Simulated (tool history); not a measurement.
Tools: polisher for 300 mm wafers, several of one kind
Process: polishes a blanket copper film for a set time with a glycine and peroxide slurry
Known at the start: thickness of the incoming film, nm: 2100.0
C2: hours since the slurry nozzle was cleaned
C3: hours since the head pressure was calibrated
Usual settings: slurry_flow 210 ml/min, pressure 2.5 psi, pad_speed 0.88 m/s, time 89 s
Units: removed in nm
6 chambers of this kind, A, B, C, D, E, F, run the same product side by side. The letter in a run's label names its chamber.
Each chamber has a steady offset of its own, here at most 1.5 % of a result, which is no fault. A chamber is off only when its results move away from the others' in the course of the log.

-- hour=2.0 chamber B: worn pad replaced by a new one
run 1F hour=7.9 | slurry_flow=210 pressure=2.5 pad_speed=0.88 time=89 | wafers_polished_on_this_pad=659 C2=341.6 C3=396.8 | removed=408.46
run 2D hour=12.8 | slurry_flow=210 pressure=2.5 pad_speed=0.88 time=89 | wafers_polished_on_this_pad=675 C2=253.6 C3=152.3 | removed=409.48
run 3A hour=17.8 | slurry_flow=210 pressure=2.5 pad_speed=0.88 time=89 | wafers_polished_on_this_pad=477 C2=129.4 C3=736.7 | removed=408.47
-- hour=21.2 chamber C: worn pad replaced by a new one
run 4E hour=22.9 | slurry_flow=210 pressure=2.5 pad_speed=0.88 time=89 | wafers_polished_on_this_pad=732 C2=402.6 C3=300.1 | removed=411.76
run 5C hour=31.6 | slurry_flow=210 pressure=2.5 pad_speed=0.88 time=89 | wafers_polished_on_this_pad=85 C2=234.9 C3=930.2 | removed=411.98
run 6B hour=37.5 | slurry_flow=210 pressure=2.5 pad_speed=0.88 time=89 | wafers_polished_on_this_pad=289 C2=348.7 C3=481.0 | removed=411.70
run 7C hour=47.2 | slurry_flow=210 pressure=2.5 pad_speed=0.88 time=112 | wafers_polished_on_this_pad=211 C2=250.5 C3=945.8 | removed=517.93
-- hour=47.3 chamber F: worn pad replaced by a new one
run 8A hour=56.0 | slurry_flow=210 pressure=2.5 pad_speed=0.88 time=112 | wafers_polished_on_this_pad=787 C2=167.6 C3=774.9 | removed=515.46
-- hour=65.6 chamber C: head pressure recalibrated
run 9F hour=65.9 | slurry_flow=210 pressure=2.5 pad_speed=0.88 time=112 | wafers_polished_on_this_pad=151 C2=399.6 C3=454.8 | removed=515.18
run 10E hour=71.0 | slurry_flow=210 pressure=2.5 pad_speed=0.88 time=112 | wafers_polished_on_this_pad=1122 C2=450.7 C3=348.2 | removed=515.78
run 11D hour=77.6 | slurry_flow=210 pressure=2.5 pad_speed=0.88 time=112 | wafers_polished_on_this_pad=1201 C2=318.4 C3=217.1 | removed=513.32
run 12B hour=86.4 | slurry_flow=210 pressure=2.5 pad_speed=0.88 time=112 | wafers_polished_on_this_pad=686 C2=397.6 C3=529.9 | removed=506.31
-- hour=94.2 chamber B: worn pad replaced by a new one
run 13A hour=97.3 | slurry_flow=210 pressure=2.5 pad_speed=0.88 time=89 | wafers_polished_on_this_pad=1122 C2=208.9 C3=816.2 | removed=412.08
-- hour=101.5 chamber A: worn pad replaced by a new one
-- hour=101.8 chamber B: slurry nozzle cleaned
-- hour=105.1 chamber E: slurry nozzle cleaned
run 14D hour=105.2 | slurry_flow=235 pressure=2.5 pad_speed=0.88 time=72 | wafers_polished_on_this_pad=1426 C2=346.0 C3=244.7 | removed=341.15
-- hour=106.8 chamber E: worn pad replaced by a new one
run 15E hour=116.1 | slurry_flow=235 pressure=2.5 pad_speed=0.88 time=72 | wafers_polished_on_this_pad=75 C2=11.0 C3=393.3 | removed=334.08
run 16B hour=122.5 | slurry_flow=235 pressure=2.5 pad_speed=0.88 time=72 | wafers_polished_on_this_pad=230 C2=20.7 C3=566.0 | removed=333.85
-- hour=124.3 chamber D: worn pad replaced by a new one
run 17C hour=127.5 | slurry_flow=235 pressure=2.5 pad_speed=0.88 time=72 | wafers_polished_on_this_pad=864 C2=330.8 C3=61.9 | removed=332.30
run 18F hour=133.7 | slurry_flow=235 pressure=2.5 pad_speed=0.88 time=72 | wafers_polished_on_this_pad=702 C2=467.4 C3=522.6 | removed=335.65
run 19E hour=139.1 | slurry_flow=235 pressure=2.5 pad_speed=0.88 time=72 | wafers_polished_on_this_pad=262 C2=34.0 C3=416.3 | removed=338.61
run 20A hour=145.3 | slurry_flow=210 pressure=2.5 pad_speed=0.88 time=89 | wafers_polished_on_this_pad=355 C2=256.9 C3=864.2 | removed=407.98
run 21B hour=153.5 | slurry_flow=210 pressure=2.5 pad_speed=0.88 time=89 | wafers_polished_on_this_pad=482 C2=51.7 C3=597.0 | removed=402.20
run 22D hour=161.4 | slurry_flow=210 pressure=2.5 pad_speed=0.88 time=67 | wafers_polished_on_this_pad=301 C2=402.2 C3=300.9 | removed=309.63
run 23F hour=171.6 | slurry_flow=210 pressure=2.5 pad_speed=0.88 time=67 | wafers_polished_on_this_pad=1010 C2=505.3 C3=560.5 | removed=304.00
run 24C hour=176.4 | slurry_flow=210 pressure=2.5 pad_speed=0.88 time=67 | wafers_polished_on_this_pad=1261 C2=379.7 C3=110.8 | removed=310.17
-- hour=179.7 chamber B: worn pad replaced by a new one
-- hour=182.8 chamber F: worn pad replaced by a new one
run 25C hour=186.4 | slurry_flow=210 pressure=2.5 pad_speed=0.88 time=67 | wafers_polished_on_this_pad=1342 C2=389.7 C3=120.8 | removed=312.15
-- hour=194.0 chamber D: head pressure recalibrated
run 26E hour=196.9 | slurry_flow=210 pressure=2.5 pad_speed=0.88 time=67 | wafers_polished_on_this_pad=732 C2=91.8 C3=474.1 | removed=309.93
run 27B hour=203.8 | slurry_flow=210 pressure=2.5 pad_speed=0.88 time=67 | wafers_polished_on_this_pad=196 C2=102.0 C3=647.3 | removed=308.38
-- hour=206.1 chamber C: worn pad replaced by a new one
run 28A hour=208.7 | slurry_flow=145 pressure=2.5 pad_speed=0.88 time=102 | wafers_polished_on_this_pad=870 C2=320.3 C3=927.6 | removed=439.26
-- hour=209.2 chamber A: slurry nozzle cleaned
run 29F hour=215.6 | slurry_flow=145 pressure=2.5 pad_speed=0.88 time=102 | wafers_polished_on_this_pad=266 C2=549.3 C3=604.5 | removed=436.55
-- hour=216.7 chamber A: worn pad replaced by a new one
run 30D hour=221.6 | slurry_flow=145 pressure=2.5 pad_speed=0.88 time=102 | wafers_polished_on_this_pad=790 C2=462.4 C3=27.7 | removed=452.61
run 31B hour=229.0 | slurry_flow=145 pressure=2.5 pad_speed=0.88 time=102 | wafers_polished_on_this_pad=400 C2=127.2 C3=672.5 | removed=435.94
-- hour=233.3 chamber C: slurry nozzle cleaned
run 32D hour=235.1 | slurry_flow=145 pressure=2.5 pad_speed=0.88 time=102 | wafers_polished_on_this_pad=900 C2=475.9 C3=41.2 | removed=442.73
run 33F hour=242.9 | slurry_flow=145 pressure=2.5 pad_speed=0.88 time=102 | wafers_polished_on_this_pad=488 C2=576.6 C3=631.8 | removed=428.47
run 34C hour=253.5 | slurry_flow=210 pressure=2.5 pad_speed=0.88 time=89 | wafers_polished_on_this_pad=385 C2=20.3 C3=187.9 | removed=411.26
-- hour=258.5 chamber B: worn pad replaced by a new one
run 35A hour=259.8 | slurry_flow=210 pressure=2.5 pad_speed=0.88 time=89 | wafers_polished_on_this_pad=350 C2=50.7 C3=978.7 | removed=411.57
run 36E hour=268.3 | slurry_flow=210 pressure=2.5 pad_speed=0.88 time=89 | wafers_polished_on_this_pad=1312 C2=163.2 C3=545.5 | removed=407.83
run 37F hour=275.6 | slurry_flow=210 pressure=2.5 pad_speed=0.88 time=89 | wafers_polished_on_this_pad=754 C2=609.3 C3=664.5 | removed=400.83
run 38B hour=282.1 | slurry_flow=210 pressure=2.5 pad_speed=0.88 time=89 | wafers_polished_on_this_pad=191 C2=180.3 C3=725.6 | removed=413.02
run 39E hour=292.5 | slurry_flow=210 pressure=2.5 pad_speed=0.88 time=89 | wafers_polished_on_this_pad=1508 C2=187.4 C3=569.7 | removed=410.35
-- hour=297.2 chamber D: slurry nozzle cleaned
run 40D hour=297.7 | slurry_flow=210 pressure=2.5 pad_speed=0.88 time=89 | wafers_polished_on_this_pad=1408 C2=0.5 C3=103.8 | removed=411.95
run 41A hour=305.8 | slurry_flow=210 pressure=2.5 pad_speed=0.60 time=103 | wafers_polished_on_this_pad=724 C2=96.7 C3=1024.7 | removed=349.91
run 42C hour=316.1 | slurry_flow=210 pressure=2.5 pad_speed=0.60 time=103 | wafers_polished_on_this_pad=894 C2=82.9 C3=250.5 | removed=357.21
run 43C hour=323.3 | slurry_flow=210 pressure=2.5 pad_speed=0.60 time=103 | wafers_polished_on_this_pad=952 C2=90.1 C3=257.7 | removed=358.33
run 44B hour=334.1 | slurry_flow=210 pressure=2.5 pad_speed=0.60 time=103 | wafers_polished_on_this_pad=614 C2=232.3 C3=777.6 | removed=349.67

Is one chamber off against the others, does the gauge drift, or is nothing wrong? If a chamber is off, say which, and what the likeliest cause is.

Chamber F drifts away from the others.
Cause: slurry flow missing at the pad, % = 23.4.
The log may not tell that from: head's pressure below its setpoint, %.

Here are 4 candidates for chamber F's next run, each the usual settings with a change, their results left as question marks. Which one brings its results back in line with what the others give on the usual settings?
In line means no further than this from the other chambers' mean on the usual settings: removed 9.50 nm
run 45F-1 hour=342.0 | slurry_flow=210 pressure=2.6 pad_speed=0.88 time=89 | removed=?
run 45F-2 hour=342.0 | slurry_flow=210 pressure=2.4 pad_speed=0.86 time=87 | removed=?
run 45F-3 hour=342.0 | slurry_flow=210 pressure=2.4 pad_speed=0.88 time=89 | removed=?
run 45F-4 hour=342.0 | slurry_flow=210 pressure=2.6 pad_speed=0.90 time=92 | removed=?

The other chambers' mean on the usual settings: removed 409.26 nm
run=45F-1 removed=409.30
run=45F-2 removed=369.25
run=45F-3 removed=384.66
run=45F-4 removed=430.83
45F-1 brings the chamber back in line.
